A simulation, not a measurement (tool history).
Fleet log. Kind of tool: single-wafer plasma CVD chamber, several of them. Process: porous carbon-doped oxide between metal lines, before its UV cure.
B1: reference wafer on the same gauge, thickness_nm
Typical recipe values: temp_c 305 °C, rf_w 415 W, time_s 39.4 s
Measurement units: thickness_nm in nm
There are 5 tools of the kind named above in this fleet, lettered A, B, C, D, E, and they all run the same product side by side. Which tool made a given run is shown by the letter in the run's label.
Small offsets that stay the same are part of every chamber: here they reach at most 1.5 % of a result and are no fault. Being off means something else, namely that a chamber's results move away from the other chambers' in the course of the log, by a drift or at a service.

Run 1E, day 0.188: usual settings; B1 185.92. Result: thickness_nm 179.60 nm.
Run 2C, day 0.354: usual settings; B1 185.93. Result: thickness_nm 178.75 nm.
Run 3D, day 0.638: usual settings; B1 185.89. Result: thickness_nm 179.04 nm.
Run 4B, day 0.912: usual settings; B1 185.87. Result: thickness_nm 180.94 nm.
Run 5A, day 1.125: usual settings; B1 185.82. Result: thickness_nm 180.38 nm.
Run 6E, day 1.367: usual settings; B1 185.92. Result: thickness_nm 179.47 nm.
Run 7D, day 1.517: usual settings; B1 185.84. Result: thickness_nm 178.75 nm.
Run 8B, day 1.712: usual settings but rf_w 365 W, time_s 44.4 s; B1 185.92. Result: thickness_nm 183.74 nm.
Run 9A, day 1.954: usual settings but rf_w 365 W, time_s 44.4 s; B1 185.75. Result: thickness_nm 183.52 nm.
Run 10C, day 2.150: usual settings but rf_w 365 W, time_s 44.4 s; B1 185.86. Result: thickness_nm 180.99 nm.
Run 11E, day 2.300: usual settings but rf_w 365 W, time_s 44.4 s; B1 185.69. Result: thickness_nm 182.96 nm.
Run 12C, day 2.550: usual settings but rf_w 365 W, time_s 44.4 s; B1 185.74. Result: thickness_nm 180.71 nm.
Run 13B, day 2.825: usual settings; B1 185.75. Result: thickness_nm 180.59 nm.
Run 14D, day 2.992: usual settings; B1 185.71. Result: thickness_nm 179.10 nm.
Run 15A, day 3.242: usual settings; B1 185.63. Result: thickness_nm 180.81 nm.
Run 16E, day 3.521: usual settings; B1 185.65. Result: thickness_nm 179.36 nm.
Run 17B, day 3.854: usual settings but temp_c 312 °C, rf_w 340 W; B1 185.56. Result: thickness_nm 148.50 nm.
Run 18D, day 4.054: usual settings but temp_c 312 °C, rf_w 340 W; B1 185.67. Result: thickness_nm 147.02 nm.
Run 19C, day 4.288: usual settings but temp_c 312 °C, rf_w 340 W; B1 185.64. Result: thickness_nm 146.56 nm.
Run 20A, day 4.608: usual settings but temp_c 312 °C, rf_w 340 W; B1 185.53. Result: thickness_nm 148.42 nm.
Run 21A, day 4.775: usual settings but temp_c 312 °C, rf_w 340 W; B1 185.54. Result: thickness_nm 148.68 nm.
Run 22D, day 5.083: usual settings; B1 185.47. Result: thickness_nm 178.53 nm.
At day 5.279: chamber E: thermocouple changed; heater temperature recalibrated.
Run 23E, day 5.329: usual settings; B1 185.45. Result: thickness_nm 179.03 nm.
Run 24C, day 5.517: usual settings but time_s 46.4 s; B1 185.39. Result: thickness_nm 208.96 nm.
Run 25B, day 5.800: usual settings but time_s 46.4 s; B1 185.32. Result: thickness_nm 211.24 nm.
Run 26D, day 5.992: usual settings but time_s 46.4 s; B1 185.29. Result: thickness_nm 208.45 nm.
Run 27E, day 6.150: usual settings but time_s 46.4 s; B1 185.27. Result: thickness_nm 209.92 nm.
Run 28A, day 6.462: usual settings but time_s 46.4 s; B1 185.39. Result: thickness_nm 211.08 nm.
Run 29C, day 6.788: usual settings but temp_c 316 °C, time_s 44.1 s; B1 185.27. Result: thickness_nm 187.31 nm.
Run 30B, day 6.933: usual settings but temp_c 316 °C, time_s 44.1 s; B1 185.22. Result: thickness_nm 190.02 nm.
Run 31D, day 7.129: usual settings but temp_c 316 °C, time_s 44.1 s; B1 185.28. Result: thickness_nm 187.19 nm.
Run 32B, day 7.329: usual settings but temp_c 316 °C, time_s 44.1 s; B1 185.21. Result: thickness_nm 189.55 nm.
Run 33E, day 7.529: usual settings but temp_c 316 °C, time_s 44.1 s; B1 185.10. Result: thickness_nm 188.50 nm.
Run 34C, day 7.842: usual settings; B1 185.16. Result: thickness_nm 177.63 nm.
Run 35A, day 8.083: usual settings; B1 185.16. Result: thickness_nm 180.45 nm.
Run 36B, day 8.283: usual settings; B1 185.11. Result: thickness_nm 180.16 nm.
Run 37A, day 8.558: usual settings; B1 185.15. Result: thickness_nm 180.20 nm.
Run 38C, day 8.825: usual settings; B1 185.07. Result: thickness_nm 177.91 nm.
Run 39E, day 9.112: usual settings but rf_w 455 W, time_s 42.7 s; B1 185.00. Result: thickness_nm 207.32 nm.
Run 40D, day 9.412: usual settings but rf_w 455 W, time_s 42.7 s; B1 184.97. Result: thickness_nm 206.64 nm.
Run 41E, day 9.704: usual settings but rf_w 455 W, time_s 42.7 s; B1 185.01. Result: thickness_nm 207.76 nm.
Run 42D, day 10.038: usual settings but rf_w 455 W, time_s 42.7 s; B1 184.94. Result: thickness_nm 206.74 nm.
Run 43A, day 10.221: usual settings but rf_w 455 W, time_s 42.7 s; B1 184.95. Result: thickness_nm 209.37 nm.
Run 44B, day 10.379: usual settings; B1 184.98. Result: thickness_nm 179.67 nm.

For the next run the whole fleet of 5 chambers uses the same settings. Give each chamber's results:
Run 45A, day 10.621: usual settings but rf_w 340 W. Result: thickness_nm ?.
Run 45B, day 10.621: usual settings but rf_w 340 W. Result: thickness_nm ?.
Run 45C, day 10.621: usual settings but rf_w 340 W. Result: thickness_nm ?.
Run 45D, day 10.621: usual settings but rf_w 340 W. Result: thickness_nm ?.
Run 45E, day 10.621: usual settings but rf_w 340 W. Result: thickness_nm ?.

run  thickness_nm
45A        153.96
45B        153.95
45C        151.38
45D        152.31
45E        152.77

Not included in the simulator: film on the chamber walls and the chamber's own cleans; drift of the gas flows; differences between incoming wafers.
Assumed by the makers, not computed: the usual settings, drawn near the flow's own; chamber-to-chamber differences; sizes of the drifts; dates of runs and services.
